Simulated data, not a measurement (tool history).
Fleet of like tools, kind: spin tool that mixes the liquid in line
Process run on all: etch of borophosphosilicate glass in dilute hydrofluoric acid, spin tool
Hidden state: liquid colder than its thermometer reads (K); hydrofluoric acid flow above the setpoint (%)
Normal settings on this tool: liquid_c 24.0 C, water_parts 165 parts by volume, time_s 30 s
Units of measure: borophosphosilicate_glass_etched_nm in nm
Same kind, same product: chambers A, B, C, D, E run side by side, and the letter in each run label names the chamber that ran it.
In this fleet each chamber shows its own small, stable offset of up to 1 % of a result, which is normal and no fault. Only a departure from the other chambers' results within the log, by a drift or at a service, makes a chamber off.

run   hour  liquid_c  water_parts  time_s  hours since the thermometer was replaced  hours since the hydrofluoric acid flow meter was replaced  read-back film thickness of the borophosphosilicate glass reference wafer, read on the same gauge (nm)  borophosphosilicate_glass_etched_nm
 1A    4.1      24.0          165      30                                     847.6                                                     1898.8                                                                                                  40.016                               5.8779
 2E   11.7      24.0          165      30                                     189.9                                                      347.7                                                                                                  39.997                               5.9872
 3B   19.3      24.0          165      30                                    1949.9                                                      961.5                                                                                                  40.033                               5.8832
 4D   27.8      24.0          165      30                                     904.7                                                      103.5                                                                                                  40.034                               5.7397
 5C   34.8      24.0          165      30                                     232.7                                                      845.2                                                                                                  39.996                               5.9169
 6E   38.9      24.0          165      30                                     217.1                                                      374.9                                                                                                  39.973                               5.9580
 7A   47.5      22.0          165      45                                     891.0                                                     1942.2                                                                                                  40.009                               8.2293
 8B   51.5      22.0          165      45                                    1982.1                                                      993.7                                                                                                  39.963                               8.1233
 9D   59.5      22.0          165      45                                     936.4                                                      135.2                                                                                                  39.977                               8.0704
10C   65.9      22.0          165      45                                     263.8                                                      876.3                                                                                                  40.006                               8.1689
11A   71.7      22.0          165      45                                     915.2                                                     1966.4                                                                                                  39.991                               8.2845
12C   80.3      20.0           95      30                                     278.2                                                      890.7                                                                                                  39.987                               9.4890
13E   85.6      20.0           95      30                                     263.8                                                      421.6                                                                                                  40.002                               9.8066
14D   93.1      20.0           95      30                                     970.0                                                      168.8                                                                                                  40.024                               9.2331
15B   97.7      20.0           95      30                                    2028.3                                                     1039.9                                                                                                  40.021                               9.4071
16B  103.8      20.0           95      30                                    2034.4                                                     1046.0                                                                                                  40.010                               9.4570
17A  111.3      24.0          165      30                                     954.8                                                     2006.0                                                                                                  40.027                               5.8806
18C  115.3      24.0          165      30                                     313.2                                                      925.7                                                                                                  39.989                               5.8877
19D  119.1      24.0          165      30                                     996.0                                                      194.8                                                                                                  39.991                               5.8399
20E  127.8      24.0          165      30                                     306.0                                                      463.8                                                                                                  39.983                               5.8610
21C  131.6      24.0          165      30                                     329.5                                                      942.0                                                                                                  40.001                               5.9355
22A  139.3      24.0          165      30                                     982.8                                                     2034.0                                                                                                  39.989                               5.8959
23D  147.7      24.0          165      30                                    1024.6                                                      223.4                                                                                                  40.030                               5.8595
     148.1  -- chamber A: hydrofluoric acid flow meter replaced
24E  155.0      21.5          165      30                                     333.2                                                      491.0                                                                                                  39.998                               5.3366
25B  161.9      21.5          165      30                                    2092.5                                                     1104.1                                                                                                  39.993                               5.4913
26C  170.1      21.5          165      30                                     368.0                                                      980.5                                                                                                  39.987                               5.2533
27D  174.2      21.5          165      30                                    1051.1                                                      249.9                                                                                                  39.964                               5.3488
28B  178.7      21.5          165      30                                    2109.3                                                     1120.9                                                                                                  40.014                               5.6611
29A  184.2      24.0          165      30                                    1027.7                                                       36.1                                                                                                  40.007                               5.9180
30E  192.2      24.0          165      30                                     370.4                                                      528.2                                                                                                  39.991                               5.9006
31A  199.3      24.0          165      30                                    1042.8                                                       51.2                                                                                                  39.993                               5.8705
32C  206.8      24.0          165      30                                     404.7                                                     1017.2                                                                                                  40.013                               5.8938
33E  211.0      22.0          165      40                                     389.2                                                      547.0                                                                                                  40.012                               7.3925
34B  219.3      22.0          165      40                                    2149.9                                                     1161.5                                                                                                  39.978                               7.8585
35D  227.4      22.0          165      40                                    1104.3                                                      303.1                                                                                                  39.991                               7.3173
36A  233.2      22.0          165      40                                    1076.7                                                       85.1                                                                                                  40.011                               7.3049
37D  238.8      22.0          165      40                                    1115.7                                                      314.5                                                                                                  39.961                               7.1558
38E  247.5      24.0          165      30                                     425.7                                                      583.5                                                                                                  40.022                               5.9015
39C  253.6      24.0          165      30                                     451.5                                                     1064.0                                                                                                  39.995                               5.8570
40B  260.2      24.0          165      30                                    2190.8                                                     1202.4                                                                                                  39.999                               6.4236
41A  266.6      24.0          165      30                                    1110.1                                                      118.5                                                                                                  40.012                               5.9707
42C  273.1      26.5          165      40                                     471.0                                                     1083.5                                                                                                  40.007                               8.6390
43D  278.8      26.5          165      40                                    1155.7                                                      354.5                                                                                                  39.993                               8.5446

Each of the 5 chambers runs these same settings next. Fill in every chamber's results:
44A  285.1      24.0          165      30                                                                                                                                                                                                                                                 ?
44B  285.1      24.0          165      30                                                                                                                                                                                                                                                 ?
44C  285.1      24.0          165      30                                                                                                                                                                                                                                                 ?
44D  285.1      24.0          165      30                                                                                                                                                                                                                                                 ?
44E  285.1      24.0          165      30                                                                                                                                                                                                                                                 ?

run  borophosphosilicate_glass_etched_nm
44A                               5.9498
44B                               6.6839
44C                               5.8923
44D                               5.8679
44E                               5.8451
